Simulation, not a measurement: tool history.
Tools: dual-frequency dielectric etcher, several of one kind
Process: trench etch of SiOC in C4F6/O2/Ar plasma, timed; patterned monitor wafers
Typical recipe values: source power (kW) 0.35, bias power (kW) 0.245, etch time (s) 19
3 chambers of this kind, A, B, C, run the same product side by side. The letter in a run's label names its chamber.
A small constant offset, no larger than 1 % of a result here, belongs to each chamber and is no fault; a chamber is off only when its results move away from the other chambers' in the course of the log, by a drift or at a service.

run,hour,source power (kW),bias power (kW),etch time (s),hours since the last wet clean,hours since the last source power generator calibration,hours since the last bias power generator calibration,"read-back reference wafer on the same gauge, depth_nm",mean etch depth across the wafer (Å)
1A,3,0.35,0.245,19,223.7,2918.4,2678.7,46.517,416.4
2B,6.5,0.35,0.245,19,440.3,1382.9,1209.9,46.462,410.78
3C,10.3,0.35,0.245,19,246,681.6,1858.9,46.472,415.3
4C,15.2,0.35,0.245,19,250.9,686.5,1863.8,46.473,413.12
5B,20.7,0.35,0.245,19,454.5,1397.1,1224.1,46.515,413.07
6A,27.3,0.35,0.245,15.5,248,2942.7,2703,46.547,338.4
7A,32.6,0.35,0.245,15.5,253.3,2948,2708.3,46.465,341.23
8B,38.2,0.35,0.245,15.5,472,1414.6,1241.6,46.551,337.91
9C,44.3,0.35,0.245,19,280,715.6,1892.9,46.542,413.99
10C,49.9,0.35,0.245,19,285.6,721.2,1898.5,46.466,411.85
11A,56.1,0.35,0.245,19,276.8,2971.5,2731.8,46.477,418.47
12B,59.5,0.35,0.245,19,493.3,1435.9,1262.9,46.553,414.78
13B,63.6,0.35,0.245,19,497.4,1440,1267,46.532,411.76
# hour 67.4: chamber C: bias power generator calibrated
14A,70.3,0.35,0.245,19,291,2985.7,2746,46.469,413.09
15C,74.8,0.35,0.245,19,310.5,746.1,7.4,46.493,415.84
16A,80.6,0.35,0.245,19,301.3,2996,2756.3,46.455,412.72
17B,87.3,0.35,0.245,19,521.1,1463.7,1290.7,46.43,413.12
18C,93.5,0.3,0.245,24,329.2,764.8,26.1,46.463,493.62
19C,97.1,0.3,0.245,24,332.8,768.4,29.7,46.553,495.34
20B,103.3,0.3,0.245,24,537.1,1479.7,1306.7,46.495,492.27
21A,106.4,0.35,0.245,19,327.1,3021.8,2782.1,46.512,408.11
22A,111.2,0.35,0.215,15.5,331.9,3026.6,2786.9,46.515,320.88
23C,117.6,0.35,0.215,15.5,353.3,788.9,50.2,46.456,319.72
24B,121.5,0.35,0.215,15.5,555.3,1497.9,1324.9,46.52,321.73
25A,125.5,0.35,0.27,19,346.2,3040.9,2801.2,46.463,419.49
26B,130.9,0.35,0.27,19,564.7,1507.3,1334.3,46.481,426.8
27C,136.2,0.35,0.27,19,371.9,807.5,68.8,46.55,423.54
28B,141.2,0.35,0.245,19,575,1517.6,1344.6,46.559,412.98
29A,144.9,0.35,0.277,19,365.6,3060.3,2820.6,46.464,420.32
30C,148,0.35,0.277,19,383.7,819.3,80.6,46.467,432.81
# hour 150.2: chamber C: wet clean of the chamber
# hour 151: chamber B: wet clean of the chamber
31B,154.4,0.35,0.277,19,3.4,1530.8,1357.8,46.509,427.59
32A,159.8,0.35,0.245,19,380.5,3075.2,2835.5,46.468,405.16
33C,163.6,0.35,0.245,19,13.5,834.9,96.2,46.492,410.09
34B,167.5,0.35,0.245,19,16.5,1543.9,1370.9,46.514,410.98
35C,171.5,0.35,0.245,19,21.4,842.8,104.1,46.482,412.9
36A,174.7,0.35,0.245,19,395.4,3090.1,2850.4,46.428,400.1
37B,178.2,0.35,0.245,19,27.2,1554.6,1381.6,46.558,412.9
38C,182.2,0.35,0.245,19,32.1,853.5,114.8,46.465,413.31
39A,185.6,0.35,0.245,19,406.3,3101,2861.3,46.532,401.98
40C,189.8,0.35,0.245,19,39.7,861.1,122.4,46.455,418.48
41A,194.3,0.35,0.212,14,415,3109.7,2870,46.593,276.98
42B,197.4,0.35,0.212,14,46.4,1573.8,1400.8,46.431,289.24
43B,202.3,0.35,0.212,14,51.3,1578.7,1405.7,46.393,286.73
44A,205.7,0.35,0.245,19,426.4,3121.1,2881.4,46.445,392.84

Next, every chamber runs the same settings. What will each give?
45A,210.5,0.35,0.245,19,,,,,?
45B,210.5,0.35,0.245,19,,,,,?
45C,210.5,0.35,0.245,19,,,,,?

run,mean etch depth across the wafer (Å)
45A,394.15
45B,413.89
45C,417.31

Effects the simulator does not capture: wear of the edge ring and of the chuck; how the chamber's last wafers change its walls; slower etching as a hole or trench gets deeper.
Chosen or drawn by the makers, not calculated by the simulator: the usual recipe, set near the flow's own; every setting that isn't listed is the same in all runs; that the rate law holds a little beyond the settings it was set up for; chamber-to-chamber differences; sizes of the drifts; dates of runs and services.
